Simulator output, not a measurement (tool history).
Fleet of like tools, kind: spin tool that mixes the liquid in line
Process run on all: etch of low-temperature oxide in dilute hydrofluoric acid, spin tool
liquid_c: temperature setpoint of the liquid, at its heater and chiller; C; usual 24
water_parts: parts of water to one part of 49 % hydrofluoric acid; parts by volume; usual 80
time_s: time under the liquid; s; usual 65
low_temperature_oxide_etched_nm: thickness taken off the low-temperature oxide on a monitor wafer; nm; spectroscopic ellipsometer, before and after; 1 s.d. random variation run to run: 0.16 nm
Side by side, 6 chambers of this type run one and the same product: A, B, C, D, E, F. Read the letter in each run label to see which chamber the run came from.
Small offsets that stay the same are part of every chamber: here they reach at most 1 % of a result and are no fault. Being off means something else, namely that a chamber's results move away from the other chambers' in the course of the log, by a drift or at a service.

run,day,liquid_c,water_parts,time_s,hours since the thermometer was replaced,hours since the hydrofluoric acid flow meter was replaced,"read-back film thickness of the low-temperature oxide reference wafer, read on the same gauge (nm)",low_temperature_oxide_etched_nm
1F,0.392,24,80,65,1173.4,438,100.02,21.998
2A,0.862,24,80,65,1448.6,1123.5,99.984,21.811
3B,1.396,24,80,65,93.8,782.7,100.01,21.998
4C,1.7,24,80,65,425.5,1524.5,100.03,22.035
5E,1.979,24,80,65,1806.6,750.6,100.01,22.414
6D,2.517,24,80,65,881.4,156.4,100.03,22.013
# day 2.779: chamber F: hydrofluoric acid flow meter replaced
7A,2.833,24,80,65,1495.9,1170.8,100,21.661
8F,3.154,24,80,65,1239.7,9.1,99.988,22.149
9D,3.521,24,80,65,905.5,180.5,99.974,22.107
10B,3.808,24,80,65,151.7,840.6,99.979,22.121
11C,4.379,20.5,80,85,489.8,1588.8,100.03,24.941
12E,4.675,20.5,80,85,1871.3,815.3,100,24.746
13C,5.225,20.5,80,85,510.1,1609.1,99.995,24.8
# day 5.404: chamber A: hydrofluoric acid flow meter replaced
14E,5.612,20.5,80,85,1893.8,837.8,99.982,25.22
15A,6.162,20.5,80,85,1575.8,18.2,99.976,24.862
16D,6.45,20.5,80,85,975.8,250.8,99.96,24.743
17F,7.062,24,80,65,1333.5,102.9,99.976,21.865
18B,7.396,24,80,65,237.8,926.7,100.01,21.895
19E,7.95,24,80,65,1949.9,893.9,99.981,22.236
20B,8.225,24,80,65,257.7,946.6,100.01,22.181
21F,8.767,24,80,65,1374.4,143.8,99.996,21.908
22C,9.312,24,80,65,608.2,1707.2,100.01,21.772
23D,9.612,24,80,65,1051.7,326.7,100,21.393
24A,10.138,24,80,65,1671.2,113.6,100.01,21.919
25A,10.458,24,80,65,1678.9,121.3,100.01,22.221
26E,10.779,24,80,65,2017.8,961.8,100.01,22.11
# day 10.967: chamber D: thermometer replaced
27D,11.3,24,80,65,8,367.2,99.978,21.434
28C,11.571,24,80,65,662.4,1761.4,99.994,21.829
29F,12.188,24,80,65,1456.5,225.9,99.975,22.083
30B,12.554,22.5,60,65,361.6,1050.5,99.987,28.618
31D,12.996,22.5,60,65,48.7,407.9,100.01,26.907
32A,13.471,22.5,60,65,1751.2,193.6,99.978,27.904
33C,13.742,22.5,60,65,714.5,1813.5,99.988,28.318
34B,14.088,22.5,60,65,398.4,1087.3,99.959,29
# day 14.129: chamber E: thermometer replaced
35E,14.467,22.5,60,65,8.1,1050.3,100.01,28.096
36F,14.946,24,80,65,1522.7,292.1,100,21.834
37D,15.404,24,80,65,106.5,465.7,99.96,20.524
38C,15.996,24,80,65,768.6,1867.6,100.01,21.707
39B,16.304,24,80,65,451.6,1140.5,100.02,22.246
40E,16.892,24,80,65,66.3,1108.5,99.985,22.178

Does one chamber stand apart from the rest, does the shared gauge drift, or is all well apart from small per-chamber offsets? Give the chamber and the most likely cause, where there is one.

Chamber D drifts away from the others.
Most likely cause: hydrofluoric acid flow below the setpoint (%) = 8.21.

Below are 4 candidate recipes for chamber D's next run, each the usual settings with a change, their results shown as question marks. Which of them brings D's results back in line with what the other chambers give on the usual settings?
In-line tolerance around the mean of the other chambers on the usual settings: low_temperature_oxide_etched_nm 0.56 nm
41D-1,17.333,24,85,60,,,,?
41D-2,17.333,24.5,75,65,,,,?
41D-3,17.333,24,75,70,,,,?
41D-4,17.333,21.5,80,65,,,,?

Average result of the remaining chambers running the usual settings: low_temperature_oxide_etched_nm 22.038 nm
run,low_temperature_oxide_etched_nm
41D-1,17.268
41D-2,21.909
41D-3,23.117
41D-4,18.047
41D-2 is the one that brings the chamber's results back in line with the other chambers.
